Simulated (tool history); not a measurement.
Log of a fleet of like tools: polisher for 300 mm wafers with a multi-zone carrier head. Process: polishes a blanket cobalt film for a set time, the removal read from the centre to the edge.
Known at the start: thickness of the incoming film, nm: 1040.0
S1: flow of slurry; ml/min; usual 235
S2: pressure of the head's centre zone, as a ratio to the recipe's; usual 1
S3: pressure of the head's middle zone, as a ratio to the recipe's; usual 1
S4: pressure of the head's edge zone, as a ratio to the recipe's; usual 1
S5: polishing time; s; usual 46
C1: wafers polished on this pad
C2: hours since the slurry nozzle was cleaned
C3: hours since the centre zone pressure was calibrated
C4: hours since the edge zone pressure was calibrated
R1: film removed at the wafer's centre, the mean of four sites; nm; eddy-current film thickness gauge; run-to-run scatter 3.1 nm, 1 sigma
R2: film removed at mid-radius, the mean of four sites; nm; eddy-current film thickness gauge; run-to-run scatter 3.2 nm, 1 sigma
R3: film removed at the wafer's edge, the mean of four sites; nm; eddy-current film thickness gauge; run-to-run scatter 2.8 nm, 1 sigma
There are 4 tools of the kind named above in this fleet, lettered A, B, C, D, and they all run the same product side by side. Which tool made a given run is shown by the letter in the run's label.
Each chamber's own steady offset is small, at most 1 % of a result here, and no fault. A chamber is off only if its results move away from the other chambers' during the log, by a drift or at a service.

{"run": "1A", "hour": 4.5, "S1": 235, "S2": 1, "S3": 1, "S4": 1, "S5": 46, "C1": 892, "C2": 7.6, "C3": 856.4, "C4": 515.2, "R1": 222.42, "R2": 227.13, "R3": 221.48}
{"run": "2D", "hour": 7.0, "S1": 235, "S2": 1, "S3": 1, "S4": 1, "S5": 46, "C1": 146, "C2": 93.6, "C3": 91.5, "C4": 296, "R1": 222.56, "R2": 223.7, "R3": 227.71}
{"run": "3C", "hour": 9.4, "S1": 235, "S2": 1, "S3": 1, "S4": 1, "S5": 46, "C1": 119, "C2": 369.9, "C3": 432.1, "C4": 941.3, "R1": 225.45, "R2": 225.71, "R3": 225.17}
{"run": "4B", "hour": 13.6, "S1": 235, "S2": 1, "S3": 1, "S4": 1, "S5": 46, "C1": 1315, "C2": 124.6, "C3": 194.5, "C4": 464.1, "R1": 223.45, "R2": 219.44, "R3": 220.64}
{"hour": 15.4, "done": "chamber A: worn pad replaced by a new one"}
{"run": "5D", "hour": 17.9, "S1": 235, "S2": 1, "S3": 0.96, "S4": 1, "S5": 46, "C1": 267, "C2": 104.5, "C3": 102.4, "C4": 306.9, "R1": 227.57, "R2": 222.3, "R3": 225.03}
{"run": "6A", "hour": 21.5, "S1": 235, "S2": 1, "S3": 0.96, "S4": 1, "S5": 46, "C1": 68, "C2": 24.6, "C3": 873.4, "C4": 532.2, "R1": 225.95, "R2": 218.26, "R3": 228.2}
{"run": "7C", "hour": 26.0, "S1": 235, "S2": 1, "S3": 0.96, "S4": 1, "S5": 46, "C1": 303, "C2": 386.5, "C3": 448.7, "C4": 957.9, "R1": 220.96, "R2": 215.39, "R3": 227.28}
{"hour": 27.4, "done": "chamber B: worn pad replaced by a new one"}
{"hour": 29.0, "done": "chamber A: centre zone pressure recalibrated"}
{"run": "8B", "hour": 29.4, "S1": 235, "S2": 1, "S3": 0.96, "S4": 1, "S5": 46, "C1": 22, "C2": 140.4, "C3": 210.3, "C4": 479.9, "R1": 227.26, "R2": 209.09, "R3": 223.1}
{"run": "9B", "hour": 34.7, "S1": 235, "S2": 1, "S3": 1, "S4": 1, "S5": 46, "C1": 81, "C2": 145.7, "C3": 215.6, "C4": 485.2, "R1": 222.05, "R2": 222.2, "R3": 222.42}
{"run": "10A", "hour": 39.8, "S1": 265, "S2": 1, "S3": 1, "S4": 1, "S5": 46, "C1": 270, "C2": 42.9, "C3": 10.9, "C4": 550.5, "R1": 227.15, "R2": 226.77, "R3": 223.57}
{"run": "11D", "hour": 45.1, "S1": 265, "S2": 1, "S3": 1, "S4": 1, "S5": 46, "C1": 567, "C2": 131.7, "C3": 129.6, "C4": 334.1, "R1": 234.46, "R2": 231.51, "R3": 224.79}
{"run": "12C", "hour": 50.1, "S1": 265, "S2": 1, "S3": 1, "S4": 1, "S5": 46, "C1": 569, "C2": 410.6, "C3": 472.8, "C4": 982, "R1": 218.35, "R2": 219.88, "R3": 219.64}
{"run": "13A", "hour": 53.5, "S1": 265, "S2": 1, "S3": 1, "S4": 1, "S5": 46, "C1": 422, "C2": 56.6, "C3": 24.6, "C4": 564.2, "R1": 227.4, "R2": 231.95, "R3": 222.76}
{"run": "14D", "hour": 57.0, "S1": 235, "S2": 1, "S3": 1, "S4": 1, "S5": 46, "C1": 699, "C2": 143.6, "C3": 141.5, "C4": 346, "R1": 233.06, "R2": 229.05, "R3": 218.64}
{"run": "15C", "hour": 62.4, "S1": 175, "S2": 1, "S3": 1, "S4": 1, "S5": 51, "C1": 706, "C2": 422.9, "C3": 485.1, "C4": 994.3, "R1": 231.99, "R2": 229.74, "R3": 235.44}
{"run": "16B", "hour": 66.4, "S1": 175, "S2": 1, "S3": 1, "S4": 1, "S5": 51, "C1": 432, "C2": 177.4, "C3": 247.3, "C4": 516.9, "R1": 235.43, "R2": 239.92, "R3": 244.84}
{"hour": 69.3, "done": "chamber D: worn pad replaced by a new one"}
{"run": "17D", "hour": 71.6, "S1": 175, "S2": 1, "S3": 1, "S4": 1, "S5": 51, "C1": 25, "C2": 158.2, "C3": 156.1, "C4": 360.6, "R1": 239.61, "R2": 241.84, "R3": 234.76}
{"run": "18A", "hour": 76.4, "S1": 175, "S2": 1, "S3": 1, "S4": 1, "S5": 51, "C1": 675, "C2": 79.5, "C3": 47.5, "C4": 587.1, "R1": 240.04, "R2": 239.5, "R3": 235.73}
{"run": "19B", "hour": 79.0, "S1": 235, "S2": 1, "S3": 1, "S4": 1, "S5": 46, "C1": 571, "C2": 190, "C3": 259.9, "C4": 529.5, "R1": 225.96, "R2": 226.91, "R3": 226.96}
{"run": "20C", "hour": 81.4, "S1": 235, "S2": 1, "S3": 1, "S4": 1, "S5": 46, "C1": 916, "C2": 441.9, "C3": 504.1, "C4": 1013.3, "R1": 214.76, "R2": 210.67, "R3": 217.06}
{"run": "21B", "hour": 86.3, "S1": 235, "S2": 1, "S3": 1, "S4": 1, "S5": 46, "C1": 652, "C2": 197.3, "C3": 267.2, "C4": 536.8, "R1": 221.96, "R2": 228.94, "R3": 219.18}
{"run": "22D", "hour": 89.7, "S1": 235, "S2": 1, "S3": 1, "S4": 1, "S5": 46, "C1": 225, "C2": 176.3, "C3": 174.2, "C4": 378.7, "R1": 224.7, "R2": 227.16, "R3": 226.83}
{"run": "23A", "hour": 94.2, "S1": 235, "S2": 1, "S3": 1, "S4": 1, "S5": 46, "C1": 872, "C2": 97.3, "C3": 65.3, "C4": 604.9, "R1": 225.08, "R2": 223.68, "R3": 221.84}
{"run": "24C", "hour": 97.2, "S1": 235, "S2": 1, "S3": 1, "S4": 1, "S5": 46, "C1": 1090, "C2": 457.7, "C3": 519.9, "C4": 1029.1, "R1": 209.66, "R2": 213.69, "R3": 214.84}
{"run": "25C", "hour": 102.5, "S1": 235, "S2": 1, "S3": 1, "S4": 1, "S5": 46, "C1": 1149, "C2": 463, "C3": 525.2, "C4": 1034.4, "R1": 207.8, "R2": 205.57, "R3": 210.86}
{"run": "26D", "hour": 105.8, "S1": 235, "S2": 1, "S3": 1, "S4": 1, "S5": 46, "C1": 403, "C2": 192.4, "C3": 190.3, "C4": 394.8, "R1": 227.25, "R2": 223.56, "R3": 220.56}
{"hour": 106.4, "done": "chamber C: worn pad replaced by a new one"}
{"run": "27A", "hour": 108.3, "S1": 235, "S2": 1, "S3": 1, "S4": 1, "S5": 46, "C1": 1028, "C2": 111.4, "C3": 79.4, "C4": 619, "R1": 226.75, "R2": 224.59, "R3": 219.22}
{"run": "28B", "hour": 111.8, "S1": 235, "S2": 1, "S3": 1, "S4": 1, "S5": 46, "C1": 934, "C2": 222.8, "C3": 292.7, "C4": 562.3, "R1": 218.42, "R2": 228.08, "R3": 228.22}
{"hour": 114.2, "done": "chamber B: edge zone pressure recalibrated"}
{"run": "29D", "hour": 116.3, "S1": 235, "S2": 1, "S3": 1, "S4": 1, "S5": 46, "C1": 520, "C2": 202.9, "C3": 200.8, "C4": 405.3, "R1": 220.05, "R2": 226.17, "R3": 222.71}
{"run": "30B", "hour": 118.8, "S1": 235, "S2": 1, "S3": 1, "S4": 1, "S5": 46, "C1": 1011, "C2": 229.8, "C3": 299.7, "C4": 4.6, "R1": 224.77, "R2": 228.3, "R3": 223.02}
{"run": "31C", "hour": 121.7, "S1": 235, "S2": 1, "S3": 1, "S4": 1, "S5": 46, "C1": 169, "C2": 482.2, "C3": 544.4, "C4": 1053.6, "R1": 200.32, "R2": 202.37, "R3": 213.75}

Does one chamber stand apart from the rest, does the shared gauge drift, or is all well apart from small per-chamber offsets? Give the chamber and the most likely cause, where there is one.

It is chamber C that slowly wanders off from its peers.
What lies behind it: slurry flow missing at the pad, % = 41.6.

Which of the 4 candidates below, each the usual settings with something changed and its results left as question marks, puts chamber C back in line with what the other chambers give on the usual settings?
In-line tolerance around the mean of the other chambers on the usual settings: R1 11 nm; R2 11 nm; R3 9.6 nm
{"run": "32C-1", "hour": 125.6, "S1": 215, "S2": 0.95, "S3": 0.95, "S4": 1.04, "S5": 41, "R1": "?", "R2": "?", "R3": "?"}
{"run": "32C-2", "hour": 125.6, "S1": 225, "S2": 0.97, "S3": 0.97, "S4": 1.02, "S5": 43, "R1": "?", "R2": "?", "R3": "?"}
{"run": "32C-3", "hour": 125.6, "S1": 245, "S2": 1.03, "S3": 1.03, "S4": 0.98, "S5": 49, "R1": "?", "R2": "?", "R3": "?"}
{"run": "32C-4", "hour": 125.6, "S1": 255, "S2": 1.05, "S3": 1.05, "S4": 0.96, "S5": 51, "R1": "?", "R2": "?", "R3": "?"}

On the usual settings, the other chambers give on average: R1 224.92 nm; R2 225.14 nm; R3 222.81 nm
run=32C-1 R1=167.85 R2=169.88 R3=188.04
run=32C-2 R1=182.24 R2=183.45 R3=196.58
run=32C-3 R1=226.37 R2=224.81 R3=222.08
run=32C-4 R1=242.79 R2=240.05 R3=229.98
The right change is 32C-3: it brings the chamber back within the allowed miss of the others.
